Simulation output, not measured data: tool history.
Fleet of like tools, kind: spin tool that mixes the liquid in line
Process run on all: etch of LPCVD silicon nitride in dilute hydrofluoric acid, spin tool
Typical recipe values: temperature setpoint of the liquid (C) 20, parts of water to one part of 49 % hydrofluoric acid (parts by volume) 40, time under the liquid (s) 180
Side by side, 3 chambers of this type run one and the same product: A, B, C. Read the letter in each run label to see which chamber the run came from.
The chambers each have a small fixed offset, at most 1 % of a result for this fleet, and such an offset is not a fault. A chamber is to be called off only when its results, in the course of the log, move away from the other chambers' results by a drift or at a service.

| run | hour | temperature setpoint of the liquid (C) | parts of water to one part of 49 % hydrofluoric acid (parts by volume) | time under the liquid (s) | read-back film thickness of the LPCVD silicon nitride reference wafer, read on the same gauge (nm) | thickness taken off the LPCVD silicon nitride on a monitor wafer (Å) |
|---|---|---|---|---|---|---|
| 1B | 4.1 | 20 | 40 | 180 | 79.988 | 17.312 |
| 2A | 7.5 | 20 | 40 | 180 | 80.007 | 17.129 |
| 3C | 13.7 | 20 | 40 | 180 | 79.987 | 17.175 |
| 4A | 20.5 | 20 | 40 | 180 | 80.018 | 16.934 |
| 5B | 27.4 | 20 | 40 | 180 | 80.018 | 17.451 |
| 6C | 30.8 | 20 | 40 | 180 | 80.008 | 17.31 |
| 7B | 37.7 | 20 | 35 | 105 | 79.998 | 11.737 |
| 8C | 45.6 | 20 | 35 | 105 | 79.997 | 11.374 |
| 9A | 50.2 | 20 | 35 | 105 | 79.976 | 11.71 |
| 10C | 56.8 | 20 | 55 | 180 | 79.971 | 13.407 |
| 11A | 64.4 | 20 | 55 | 180 | 80.027 | 12.181 |
| 12B | 69.1 | 20 | 55 | 180 | 79.973 | 12.586 |
| 13A | 72.9 | 20 | 40 | 180 | 79.994 | 17.331 |
| 14B | 77.5 | 20 | 40 | 180 | 80.032 | 17.575 |
| 15C | 84.5 | 20 | 40 | 180 | 80.012 | 18.331 |
| 16A | 89.8 | 20 | 40 | 180 | 80.006 | 17.125 |
| 17C | 94.5 | 20 | 40 | 180 | 80.02 | 18.06 |
| 18B | 99.5 | 20 | 40 | 180 | 80.003 | 17.521 |
| 19C | 106.2 | 20 | 40 | 180 | 79.979 | 19.139 |
| 20A | 112.4 | 20 | 40 | 180 | 79.999 | 17.474 |
| 21B | 116.3 | 17 | 45 | 180 | 80.038 | 12.626 |
| 22C | 121.5 | 17 | 45 | 180 | 79.99 | 13.991 |
| 23A | 127.2 | 17 | 45 | 180 | 79.984 | 12.599 |
| 24B | 134.8 | 20 | 40 | 180 | 80.018 | 17.346 |
| 25B | 138.7 | 20 | 40 | 180 | 80.008 | 17.348 |
| 26C | 142.8 | 20 | 40 | 180 | 79.997 | 20.045 |

Read the log: is a single chamber off, either drifting away or since a service, is the gauge that measures every chamber drifting, or is nothing wrong beyond small per-chamber offsets? Name any odd chamber and what most likely caused it.

Chamber C drifts away from the others.
Cause: liquid hotter than its thermometer reads (K) = 1.91.
From this log alone, it may not be told apart from: hydrofluoric acid flow above the setpoint (%).

Chamber C could run next with any of the 4 candidate recipes listed below; each alters the usual settings, and their results appear as question marks. Which one brings its results back in line with what the other chambers deliver on the usual settings?
In line means no further than this from the other chambers' mean on the usual settings: thickness taken off the LPCVD silicon nitride on a monitor wafer (Å) 1
| 27C-1 | 148.4 | 20.5 | 40 | 180 |  | ? |
| 27C-2 | 148.4 | 22 | 40 | 180 |  | ? |
| 27C-3 | 148.4 | 20 | 40 | 175 |  | ? |
| 27C-4 | 148.4 | 19.5 | 45 | 180 |  | ? |

Mean of the other chambers on the usual settings: thickness taken off the LPCVD silicon nitride on a monitor wafer (Å) 17.278
| run | thickness taken off the LPCVD silicon nitride on a monitor wafer (Å) |
|---|---|
| 27C-1 | 20.826 |
| 27C-2 | 23.084 |
| 27C-3 | 19.55 |
| 27C-4 | 17.356 |
With 27C-4, the chamber falls back in line with the rest.
